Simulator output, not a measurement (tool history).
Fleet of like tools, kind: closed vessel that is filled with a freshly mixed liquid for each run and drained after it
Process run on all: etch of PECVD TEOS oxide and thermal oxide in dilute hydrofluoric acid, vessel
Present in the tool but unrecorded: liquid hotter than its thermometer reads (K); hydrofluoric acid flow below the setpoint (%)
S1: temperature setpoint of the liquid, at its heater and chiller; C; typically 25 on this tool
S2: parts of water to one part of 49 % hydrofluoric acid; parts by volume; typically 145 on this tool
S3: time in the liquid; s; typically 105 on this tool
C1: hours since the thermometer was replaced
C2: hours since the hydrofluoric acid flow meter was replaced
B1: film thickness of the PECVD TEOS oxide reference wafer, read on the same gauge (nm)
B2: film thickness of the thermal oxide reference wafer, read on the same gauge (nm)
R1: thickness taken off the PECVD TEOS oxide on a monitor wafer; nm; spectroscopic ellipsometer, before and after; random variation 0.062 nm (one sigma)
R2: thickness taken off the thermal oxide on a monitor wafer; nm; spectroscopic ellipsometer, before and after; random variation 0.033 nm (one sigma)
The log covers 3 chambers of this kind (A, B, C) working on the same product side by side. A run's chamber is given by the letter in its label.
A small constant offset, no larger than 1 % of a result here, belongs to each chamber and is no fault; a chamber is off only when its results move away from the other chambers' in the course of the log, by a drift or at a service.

run    day  S1   S2   S3      C1      C2      B1      B2      R1      R2
 1A  0.242  25  145  105   145.6   753.1  109.95  49.993  6.2582  3.4309
 2B  0.562  25  145  105  1641.5  1003.1  109.97   49.99   6.322  3.3606
 3C  0.833  25  145  105   304.7   394.6  109.97  49.996  6.2207   3.439
 4C  1.196  25  145  105   313.4   403.3  110.02  50.011  6.3385  3.3644
 5B  1.379  25  145  105  1661.1  1022.7     110  49.995  6.4156  3.4229
     1.492  -- chamber A: hydrofluoric acid flow meter replaced
 6A  1.742  25  175  105   181.6     6.1  109.97  49.989  5.0413  2.7144
 7A  2.133  25  175  105     191    15.5  110.02  50.009  5.0154  2.7342
 8C    2.4  25  175  105   342.3   432.2  110.02  49.998   5.043   2.667
 9B    2.7  25  145  105  1692.8  1054.4  110.03  50.028  6.3627  3.3468
10A  3.038  25  145  105   212.7    37.2     110   50.01  6.2836  3.3209
11B  3.325  25  115   45  1707.8  1069.4  109.99  49.996  3.5852  1.8895
12C  3.529  25  115   45   369.4   459.3  109.99  49.996  3.5401   1.887
13C  3.779  25  115   45   375.4   465.3  110.02  50.008  3.6084   1.907
14B  4.008  25  145  105  1724.2  1085.8  109.96  49.992  6.3247  3.4471
15A  4.292  25  145  105   242.8    67.3  109.96  50.015  6.2593  3.3777
16A  4.558  25  145   60   249.2    73.7  110.04  50.006  3.6143  1.9276
17C  4.775  25  145   60   399.3   489.2  110.02  50.011  3.5496  1.9631
18B  5.033  25  145   60  1748.8  1110.4  110.01  49.993  3.7455  1.9474
19A  5.438  25  145  105   270.3    94.8  109.97   50.01  6.2353  3.4014
20B  5.746  22  145  105  1765.9  1127.5  109.99  50.005  5.6018  3.0164
21C  5.938  22  145  105   427.2   517.1  110.04  49.994  5.7245   3.042
22A  6.204  22  145  105   288.7   113.2  110.02  50.006  5.5856  2.9906
23B  6.412  25  145  105  1781.9  1143.5  110.01  50.002  6.3538  3.3589
24C  6.771  25  145  105   447.2   537.1  109.98  50.007  6.3106  3.3611
25A  7.117  25  145  135   310.6   135.1  109.98  50.009  8.0219  4.3529
26B  7.417  25  145  135    1806  1167.6  109.97  50.004   8.117   4.329
27C  7.812  25  145  135   472.2   562.1  109.99  50.004  8.2503  4.4076
28C  8.033  25  145  105   477.5   567.4  109.97  49.999  6.3705  3.4297
29A    8.4  25  200  145   341.4   165.9  109.95  50.003  5.9429  3.1996
30B  8.646  25  200  145  1835.5  1197.1  109.99  50.002  5.8667  3.1272

Is one chamber out of step, is the gauge drifting, or do the chambers differ by no more than their own small offsets? For an off chamber, give its letter and the likeliest cause.

Neither any chamber nor the gauge drifts; the chambers differ only by their own small, steady offsets.

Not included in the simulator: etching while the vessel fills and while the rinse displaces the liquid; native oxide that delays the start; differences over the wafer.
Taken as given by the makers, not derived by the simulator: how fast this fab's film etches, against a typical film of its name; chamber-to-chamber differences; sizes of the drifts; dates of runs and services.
